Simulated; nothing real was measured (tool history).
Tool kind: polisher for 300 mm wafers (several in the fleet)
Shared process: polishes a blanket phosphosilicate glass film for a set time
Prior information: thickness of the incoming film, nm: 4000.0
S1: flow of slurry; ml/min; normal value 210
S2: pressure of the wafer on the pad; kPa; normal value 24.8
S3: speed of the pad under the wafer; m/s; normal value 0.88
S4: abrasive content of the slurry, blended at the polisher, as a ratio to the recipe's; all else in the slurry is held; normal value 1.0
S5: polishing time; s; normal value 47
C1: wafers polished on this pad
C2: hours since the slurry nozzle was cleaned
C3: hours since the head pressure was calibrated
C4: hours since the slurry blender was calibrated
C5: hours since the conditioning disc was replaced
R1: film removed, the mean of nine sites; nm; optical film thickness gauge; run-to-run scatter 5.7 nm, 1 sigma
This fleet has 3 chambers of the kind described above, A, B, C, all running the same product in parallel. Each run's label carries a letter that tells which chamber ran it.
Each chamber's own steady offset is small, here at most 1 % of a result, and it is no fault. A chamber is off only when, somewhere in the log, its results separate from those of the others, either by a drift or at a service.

{"hour": 2.9, "done": "chamber C: worn pad replaced by a new one"}
{"run": "1B", "hour": 3.6, "S1": 210, "S2": 24.8, "S3": 0.88, "S4": 1.0, "S5": 47, "C1": 164, "C2": 503.3, "C3": 54.3, "C4": 353.7, "C5": 111.9, "R1": 473.24}
{"run": "2C", "hour": 7.5, "S1": 210, "S2": 24.8, "S3": 0.88, "S4": 1.0, "S5": 47, "C1": 73, "C2": 173.9, "C3": 577.4, "C4": 108.1, "C5": 193.3, "R1": 478.38}
{"run": "3A", "hour": 10.3, "S1": 210, "S2": 24.8, "S3": 0.88, "S4": 1.0, "S5": 47, "C1": 355, "C2": 393.8, "C3": 666.4, "C4": 156.8, "C5": 243.1, "R1": 491.95}
{"run": "4C", "hour": 14.1, "S1": 210, "S2": 24.8, "S3": 0.88, "S4": 1.0, "S5": 47, "C1": 179, "C2": 180.5, "C3": 584.0, "C4": 114.7, "C5": 199.9, "R1": 476.26}
{"run": "5B", "hour": 19.2, "S1": 210, "S2": 24.8, "S3": 0.88, "S4": 1.0, "S5": 47, "C1": 414, "C2": 518.9, "C3": 69.9, "C4": 369.3, "C5": 127.5, "R1": 466.87}
{"run": "6A", "hour": 23.8, "S1": 210, "S2": 24.8, "S3": 0.88, "S4": 1.0, "S5": 47, "C1": 572, "C2": 407.3, "C3": 679.9, "C4": 170.3, "C5": 256.6, "R1": 485.31}
{"run": "7C", "hour": 27.9, "S1": 210, "S2": 24.8, "S3": 0.88, "S4": 1.0, "S5": 47, "C1": 400, "C2": 194.3, "C3": 597.8, "C4": 128.5, "C5": 213.7, "R1": 478.0}
{"run": "8B", "hour": 31.4, "S1": 210, "S2": 24.8, "S3": 0.88, "S4": 1.0, "S5": 38, "C1": 610, "C2": 531.1, "C3": 82.1, "C4": 381.5, "C5": 139.7, "R1": 378.67}
{"run": "9A", "hour": 34.3, "S1": 210, "S2": 24.8, "S3": 0.88, "S4": 1.0, "S5": 38, "C1": 740, "C2": 417.8, "C3": 690.4, "C4": 180.8, "C5": 267.1, "R1": 387.28}
{"run": "10C", "hour": 37.7, "S1": 210, "S2": 24.8, "S3": 0.88, "S4": 1.0, "S5": 38, "C1": 558, "C2": 204.1, "C3": 607.6, "C4": 138.3, "C5": 223.5, "R1": 383.88}
{"hour": 37.9, "done": "chamber A: worn pad replaced by a new one"}
{"run": "11A", "hour": 40.2, "S1": 210, "S2": 24.8, "S3": 0.88, "S4": 1.0, "S5": 47, "C1": 37, "C2": 423.7, "C3": 696.3, "C4": 186.7, "C5": 273.0, "R1": 477.84}
{"hour": 43.7, "done": "chamber C: worn pad replaced by a new one"}
{"run": "12B", "hour": 46.0, "S1": 210, "S2": 24.8, "S3": 0.88, "S4": 1.0, "S5": 47, "C1": 844, "C2": 545.7, "C3": 96.7, "C4": 396.1, "C5": 154.3, "R1": 471.47}
{"run": "13C", "hour": 51.8, "S1": 210, "S2": 24.8, "S3": 0.88, "S4": 1.0, "S5": 47, "C1": 131, "C2": 218.2, "C3": 621.7, "C4": 152.4, "C5": 237.6, "R1": 478.93}
{"run": "14B", "hour": 57.0, "S1": 210, "S2": 24.8, "S3": 0.88, "S4": 1.3, "S5": 47, "C1": 1020, "C2": 556.7, "C3": 107.7, "C4": 407.1, "C5": 165.3, "R1": 524.95}
{"run": "15A", "hour": 59.5, "S1": 210, "S2": 24.8, "S3": 0.88, "S4": 1.3, "S5": 47, "C1": 347, "C2": 443.0, "C3": 715.6, "C4": 206.0, "C5": 292.3, "R1": 530.11}
{"hour": 64.3, "done": "chamber B: worn pad replaced by a new one"}
{"run": "16B", "hour": 64.7, "S1": 210, "S2": 24.8, "S3": 0.88, "S4": 1.3, "S5": 47, "C1": 7, "C2": 564.4, "C3": 115.4, "C4": 414.8, "C5": 173.0, "R1": 534.51}
{"run": "17A", "hour": 68.5, "S1": 210, "S2": 24.8, "S3": 0.88, "S4": 1.0, "S5": 47, "C1": 491, "C2": 452.0, "C3": 724.6, "C4": 215.0, "C5": 301.3, "R1": 474.26}
{"run": "18C", "hour": 72.2, "S1": 210, "S2": 24.8, "S3": 0.88, "S4": 1.0, "S5": 47, "C1": 458, "C2": 238.6, "C3": 642.1, "C4": 172.8, "C5": 258.0, "R1": 477.56}
{"run": "19B", "hour": 75.1, "S1": 210, "S2": 24.8, "S3": 0.88, "S4": 1.0, "S5": 47, "C1": 174, "C2": 574.8, "C3": 125.8, "C4": 425.2, "C5": 183.4, "R1": 471.06}
{"hour": 76.5, "done": "chamber C: worn pad replaced by a new one"}
{"hour": 76.9, "done": "chamber A: head pressure recalibrated"}
{"run": "20C", "hour": 78.3, "S1": 210, "S2": 24.8, "S3": 0.88, "S4": 1.0, "S5": 47, "C1": 29, "C2": 244.7, "C3": 648.2, "C4": 178.9, "C5": 264.1, "R1": 478.26}
{"run": "21A", "hour": 81.0, "S1": 210, "S2": 24.8, "S3": 0.88, "S4": 1.0, "S5": 47, "C1": 691, "C2": 464.5, "C3": 4.1, "C4": 227.5, "C5": 313.8, "R1": 476.59}
{"run": "22A", "hour": 85.4, "S1": 210, "S2": 24.8, "S3": 0.88, "S4": 1.0, "S5": 47, "C1": 762, "C2": 468.9, "C3": 8.5, "C4": 231.9, "C5": 318.2, "R1": 471.01}
{"run": "23B", "hour": 88.2, "S1": 210, "S2": 24.8, "S3": 0.88, "S4": 1.0, "S5": 47, "C1": 384, "C2": 587.9, "C3": 138.9, "C4": 438.3, "C5": 196.5, "R1": 471.69}
{"run": "24C", "hour": 93.5, "S1": 210, "S2": 24.8, "S3": 0.88, "S4": 1.0, "S5": 47, "C1": 272, "C2": 259.9, "C3": 663.4, "C4": 194.1, "C5": 279.3, "R1": 483.79}

All chambers now run identical settings, listed one chamber a line with results as question marks. What results will each chamber show?
{"run": "25A", "hour": 97.7, "S1": 210, "S2": 24.8, "S3": 0.88, "S4": 1.0, "S5": 47, "R1": "?"}
{"run": "25B", "hour": 97.7, "S1": 210, "S2": 24.8, "S3": 0.88, "S4": 1.0, "S5": 47, "R1": "?"}
{"run": "25C", "hour": 97.7, "S1": 210, "S2": 24.8, "S3": 0.88, "S4": 1.0, "S5": 47, "R1": "?"}

run=25A R1=482.79
run=25B R1=476.00
run=25C R1=486.31
